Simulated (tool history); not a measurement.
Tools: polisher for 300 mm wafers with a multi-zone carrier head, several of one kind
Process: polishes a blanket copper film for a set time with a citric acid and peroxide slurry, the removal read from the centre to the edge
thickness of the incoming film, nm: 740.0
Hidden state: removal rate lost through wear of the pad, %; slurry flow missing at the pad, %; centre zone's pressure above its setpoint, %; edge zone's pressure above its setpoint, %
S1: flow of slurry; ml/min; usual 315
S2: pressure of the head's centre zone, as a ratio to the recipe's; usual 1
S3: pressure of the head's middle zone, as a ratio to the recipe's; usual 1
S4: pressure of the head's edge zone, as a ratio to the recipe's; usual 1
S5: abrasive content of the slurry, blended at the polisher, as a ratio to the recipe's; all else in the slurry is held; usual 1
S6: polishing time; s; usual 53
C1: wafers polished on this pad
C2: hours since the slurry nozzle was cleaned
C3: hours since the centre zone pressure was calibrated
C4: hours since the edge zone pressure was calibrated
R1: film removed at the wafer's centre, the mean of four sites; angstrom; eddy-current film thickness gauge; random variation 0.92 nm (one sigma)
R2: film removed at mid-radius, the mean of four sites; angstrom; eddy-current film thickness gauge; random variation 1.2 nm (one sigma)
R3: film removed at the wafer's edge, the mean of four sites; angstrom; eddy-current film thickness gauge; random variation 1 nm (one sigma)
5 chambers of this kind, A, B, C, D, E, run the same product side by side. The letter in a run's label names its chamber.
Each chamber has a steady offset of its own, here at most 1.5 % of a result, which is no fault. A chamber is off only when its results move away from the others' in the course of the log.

run     day   S1  S2    S3    S4  S5  S6    C1     C2     C3      C4      R1      R2      R3
      0.046  -- chamber A: worn pad replaced by a new one
 1B   0.296  315   1     1     1   1  53   218  780.8    202   197.8  1346.8  1356.7    1360
 2D   0.562  315   1     1     1   1  53   193  172.7   70.3  1011.9  1340.7    1346  1362.9
      0.638  -- chamber E: slurry nozzle cleaned
      0.738  -- chamber E: worn pad replaced by a new one
 3E   0.825  315   1     1     1   1  53    26    4.5   59.5     587  1367.1  1348.2  1369.5
      1.183  -- chamber C: worn pad replaced by a new one
 4C   1.279  315   1     1     1   1  53    28  126.5  401.1   249.5  1367.6  1379.3    1359
 5A   1.517  315   1     1     1   1  53   434  439.2  452.5   304.3  1364.1  1372.4  1362.7
      1.621  -- chamber B: worn pad replaced by a new one
 6A   1.896  315   1     1     1   1  53   546  448.3  461.6   313.4  1350.9  1367.4  1369.2
 7D   2.146  315   1     1     1   1  53   660  210.7  108.3  1049.9    1324  1353.1  1360.4
      2.275  -- chamber D: worn pad replaced by a new one
 8E   2.504  315   1     1     1   1  53   522   44.8   99.8   627.3  1364.4  1362.5  1367.5
      2.508  -- chamber A: centre zone pressure recalibrated
      2.962  -- chamber E: worn pad replaced by a new one
 9B   2.962  315   1     1     1   1  53   396  844.8    266   261.8  1365.4  1371.1  1376.8
      3.192  -- chamber A: worn pad replaced by a new one
10C   3.371  315   1     1     1   1  53   645  176.7  451.3   299.7  1342.7  1370.4  1358.4
      3.458  -- chamber D: slurry nozzle cleaned
11C   3.671  315   1     1     1   1  53   734  183.9  458.5   306.9  1359.9  1370.2  1355.8
12D   3.888  315   1  0.96     1   1  59   476   10.4  150.1  1091.7  1494.4  1457.4  1519.5
13A   4.246  315   1  0.96     1   1  59   311  504.7   41.8   369.8  1523.2  1456.9    1509
      4.267  -- chamber E: edge zone pressure recalibrated
      4.379  -- chamber B: worn pad replaced by a new one
14B   4.538  315   1  0.96     1   1  59    47  882.6  303.8   299.6  1509.6  1433.9  1526.1
      4.742  -- chamber D: worn pad replaced by a new one
15E    4.75  315   1  0.96     1   1  59   528   98.7  153.7    11.7  1525.7  1460.8  1540.9
      4.871  -- chamber B: slurry nozzle cleaned
16C   5.096  315   1  0.96     1   1  59  1155  218.1  492.7   341.1  1523.7  1484.7  1528.5
17D   5.346  315   1     1     1   1  53   178   45.4  185.1  1126.7  1355.3  1344.4  1353.7
       5.45  -- chamber E: worn pad replaced by a new one
      5.538  -- chamber C: worn pad replaced by a new one
18A   5.617  315   1     1  1.11   1  53   716  537.6   74.7   402.7  1358.4  1386.8    1458
      5.712  -- chamber B: centre zone pressure recalibrated
19B   5.954  315   1     1  1.11   1  53   465   26.1    5.8   333.6  1342.7  1359.8  1454.4
      6.404  -- chamber D: edge zone pressure recalibrated
20E   6.417  315   1     1  1.11   1  53   286  138.7  193.7    51.7  1354.7  1357.8  1451.5
      6.483  -- chamber B: worn pad replaced by a new one
      6.579  -- chamber C: slurry nozzle cleaned
21E   6.704  315   1     1  1.11   1  53   371  145.6  200.6    58.6  1371.3  1348.3  1436.1
      6.833  -- chamber A: worn pad replaced by a new one
      6.871  -- chamber D: worn pad replaced by a new one
22C    6.95  315   1     1  1.11   1  53   417      9  537.2   385.6  1362.3  1395.7  1452.8
23D   7.392  315   1     1     1   1  53   154   94.5  234.2    23.8  1347.1  1357.7  1373.6
24B   7.646  315   1     1     1   1  53   343   66.7   46.4   374.2  1369.8  1344.7  1371.8
25A   7.879  315   1     1     1   1  53   309  591.9    129     457  1356.5  1375.7  1352.3
      7.892  -- chamber E: worn pad replaced by a new one
26D   8.112  315   1     1     1   1  53   367  111.8  251.5    41.1  1333.8  1343.9  1369.4
27E   8.471  315   1     1     1   1  53   171    188    243     101    1365  1337.5  1368.9
28C   8.733  315   1     1     1   1  53   944   51.8    580   428.4  1359.3  1373.2  1368.1
      8.879  -- chamber B: worn pad replaced by a new one
29A   9.192  315   1  1.08  0.95   1  53   697  623.4  160.5   488.5  1345.7  1464.5  1328.7
      9.367  -- chamber D: worn pad replaced by a new one
30B   9.508  315   1  1.08  0.95   1  53   185  111.4   91.1   418.9  1377.6  1448.3  1344.4
      9.592  -- chamber A: worn pad replaced by a new one
31E   9.783  315   1  1.08  0.95   1  53   558  219.5  274.5   132.5  1366.6  1447.3  1344.8
32D  10.067  315   1  1.08  0.95   1  53   207  158.7  298.4      88  1340.5    1458  1340.2
     10.158  -- chamber A: slurry nozzle cleaned
33B  10.433  315   1  1.08  0.95   1  53   459  133.6  113.3   441.1  1349.8  1423.3  1335.6
34A  10.754  315   1     1     1   1  53   343   14.4    198     526  1348.5  1380.9  1346.4

Next, every chamber runs the same settings. What will each give?
35A  11.083  315   1   1  0.92   1  53                   ?   ?   ?
35B  11.083  315   1   1  0.92   1  53                   ?   ?   ?
35C  11.083  315   1   1  0.92   1  53                   ?   ?   ?
35D  11.083  315   1   1  0.92   1  53                   ?   ?   ?
35E  11.083  315   1   1  0.92   1  53                   ?   ?   ?

run      R1      R2      R3
35A  1355.2  1366.7  1309.5
35B  1359.3  1365.3  1302.7
35C  1374.2  1388.6  1300.2
35D  1364.5  1347.6  1313.5
35E  1363.3  1365.4  1315.1
